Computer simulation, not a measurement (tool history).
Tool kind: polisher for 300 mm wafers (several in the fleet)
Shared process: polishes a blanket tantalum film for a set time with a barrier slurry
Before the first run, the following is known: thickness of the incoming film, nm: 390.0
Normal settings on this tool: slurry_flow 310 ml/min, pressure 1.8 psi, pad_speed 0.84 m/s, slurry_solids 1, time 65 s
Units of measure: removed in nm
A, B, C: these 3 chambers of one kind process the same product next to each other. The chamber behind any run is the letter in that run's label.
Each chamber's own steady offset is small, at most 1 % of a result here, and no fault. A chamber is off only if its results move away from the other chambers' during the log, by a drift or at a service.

run 1A hour=6.4 | slurry_flow=310 pressure=1.8 pad_speed=0.84 slurry_solids=1 time=65 | removed=77.953
run 2B hour=16.1 | slurry_flow=310 pressure=1.8 pad_speed=0.84 slurry_solids=1 time=65 | removed=78.304
run 3C hour=26.2 | slurry_flow=310 pressure=1.8 pad_speed=0.84 slurry_solids=1 time=65 | removed=79.164
run 4C hour=33.9 | slurry_flow=310 pressure=1.8 pad_speed=0.84 slurry_solids=1 time=65 | removed=78.078
-- hour=34.1 chamber C: slurry blender recalibrated
run 5A hour=40.9 | slurry_flow=310 pressure=1.8 pad_speed=0.84 slurry_solids=1 time=65 | removed=76.816
run 6B hour=47.7 | slurry_flow=310 pressure=1.8 pad_speed=0.84 slurry_solids=1 time=65 | removed=79.058
-- hour=55.3 chamber B: worn pad replaced by a new one
run 7B hour=58.4 | slurry_flow=310 pressure=1.8 pad_speed=0.84 slurry_solids=1 time=65 | removed=79.016
run 8A hour=66.8 | slurry_flow=310 pressure=1.8 pad_speed=0.84 slurry_solids=1 time=65 | removed=77.383
run 9C hour=74.0 | slurry_flow=310 pressure=1.8 pad_speed=0.84 slurry_solids=1 time=65 | removed=78.220
run 10A hour=80.9 | slurry_flow=310 pressure=1.8 pad_speed=0.84 slurry_solids=1 time=65 | removed=77.376
run 11B hour=89.4 | slurry_flow=310 pressure=1.8 pad_speed=0.84 slurry_solids=1 time=65 | removed=75.265
-- hour=96.3 chamber A: worn pad replaced by a new one
run 12C hour=98.8 | slurry_flow=310 pressure=1.8 pad_speed=0.84 slurry_solids=1 time=65 | removed=78.888
-- hour=100.2 chamber C: worn pad replaced by a new one
run 13C hour=106.8 | slurry_flow=310 pressure=1.8 pad_speed=0.84 slurry_solids=1 time=65 | removed=77.992
-- hour=108.7 chamber A: slurry blender recalibrated
run 14A hour=112.1 | slurry_flow=310 pressure=1.8 pad_speed=0.84 slurry_solids=1 time=65 | removed=78.731
-- hour=116.7 chamber A: slurry nozzle cleaned
run 15B hour=120.1 | slurry_flow=310 pressure=1.8 pad_speed=0.84 slurry_solids=1 time=65 | removed=75.242
run 16B hour=130.6 | slurry_flow=310 pressure=1.8 pad_speed=0.84 slurry_solids=1 time=65 | removed=75.467
run 17A hour=141.4 | slurry_flow=310 pressure=1.8 pad_speed=0.84 slurry_solids=1 time=65 | removed=76.239
run 18C hour=149.9 | slurry_flow=310 pressure=1.8 pad_speed=0.84 slurry_solids=1 time=65 | removed=79.909
-- hour=158.5 chamber B: worn pad replaced by a new one
run 19B hour=160.1 | slurry_flow=310 pressure=1.8 pad_speed=0.84 slurry_solids=1 time=65 | removed=73.278
run 20C hour=165.6 | slurry_flow=310 pressure=1.8 pad_speed=0.84 slurry_solids=1 time=65 | removed=79.527
run 21A hour=170.8 | slurry_flow=310 pressure=1.8 pad_speed=0.84 slurry_solids=1 time=65 | removed=79.482
run 22B hour=180.3 | slurry_flow=220 pressure=1.8 pad_speed=0.84 slurry_solids=1 time=65 | removed=71.549
run 23C hour=185.7 | slurry_flow=220 pressure=1.8 pad_speed=0.84 slurry_solids=1 time=65 | removed=76.575
run 24A hour=191.5 | slurry_flow=220 pressure=1.8 pad_speed=0.84 slurry_solids=1 time=65 | removed=74.004
run 25A hour=201.0 | slurry_flow=310 pressure=1.8 pad_speed=0.84 slurry_solids=1 time=65 | removed=78.363
-- hour=205.2 chamber C: worn pad replaced by a new one
run 26B hour=207.1 | slurry_flow=310 pressure=1.8 pad_speed=0.84 slurry_solids=1 time=65 | removed=72.940
run 27C hour=216.4 | slurry_flow=310 pressure=1.8 pad_speed=0.84 slurry_solids=1 time=65 | removed=78.976
run 28B hour=224.3 | slurry_flow=310 pressure=1.8 pad_speed=0.84 slurry_solids=1 time=65 | removed=72.305
run 29A hour=229.7 | slurry_flow=310 pressure=1.8 pad_speed=0.84 slurry_solids=1 time=65 | removed=79.190
-- hour=230.9 chamber C: slurry blender recalibrated
run 30C hour=236.1 | slurry_flow=310 pressure=1.8 pad_speed=0.84 slurry_solids=1 time=65 | removed=79.963
-- hour=245.9 chamber B: slurry nozzle cleaned
run 31A hour=246.2 | slurry_flow=310 pressure=1.8 pad_speed=0.84 slurry_solids=1 time=65 | removed=78.783
-- hour=246.4 chamber A: worn pad replaced by a new one
run 32B hour=257.0 | slurry_flow=310 pressure=1.8 pad_speed=0.84 slurry_solids=1 time=65 | removed=70.867
run 33C hour=264.9 | slurry_flow=405 pressure=1.8 pad_speed=0.84 slurry_solids=1 time=73 | removed=89.581
-- hour=266.3 chamber B: worn pad replaced by a new one
run 34C hour=271.0 | slurry_flow=405 pressure=1.8 pad_speed=0.84 slurry_solids=1 time=73 | removed=89.641
-- hour=275.0 chamber A: slurry blender recalibrated
run 35A hour=281.2 | slurry_flow=405 pressure=1.8 pad_speed=0.84 slurry_solids=1 time=73 | removed=91.173
run 36B hour=287.1 | slurry_flow=310 pressure=1.8 pad_speed=0.84 slurry_solids=1 time=65 | removed=68.716

One chamber off, gauge drift, or nothing amiss beyond the chambers' own small offsets? If it is a chamber, which one, and what is the likeliest cause?

It is chamber B that slowly wanders off from its peers.
Likeliest cause: abrasive missing from the slurry, % = 33.5.
The log may not separate it from: head's pressure below its setpoint, %.

Here are 4 candidates for chamber B's next run, each the usual settings with a change, their results left as question marks. Which one brings its results back in line with what the others give on the usual settings?
Allowed miss from the other chambers' usual-settings mean, per result, to count as in line: removed 3.400 nm
run 37B-1 hour=295.0 | slurry_flow=310 pressure=1.8 pad_speed=0.86 slurry_solids=1 time=67 | removed=?
run 37B-2 hour=295.0 | slurry_flow=310 pressure=1.8 pad_speed=0.74 slurry_solids=1 time=65 | removed=?
run 37B-3 hour=295.0 | slurry_flow=310 pressure=1.9 pad_speed=0.88 slurry_solids=1 time=68 | removed=?
run 37B-4 hour=295.0 | slurry_flow=310 pressure=1.8 pad_speed=0.82 slurry_solids=1 time=63 | removed=?

Average result of the remaining chambers running the usual settings: removed 78.537 nm
run=37B-1 removed=72.623
run=37B-2 removed=60.627
run=37B-3 removed=79.632
run=37B-4 removed=65.112
The right change is 37B-3: it brings the chamber back within the allowed miss of the others.

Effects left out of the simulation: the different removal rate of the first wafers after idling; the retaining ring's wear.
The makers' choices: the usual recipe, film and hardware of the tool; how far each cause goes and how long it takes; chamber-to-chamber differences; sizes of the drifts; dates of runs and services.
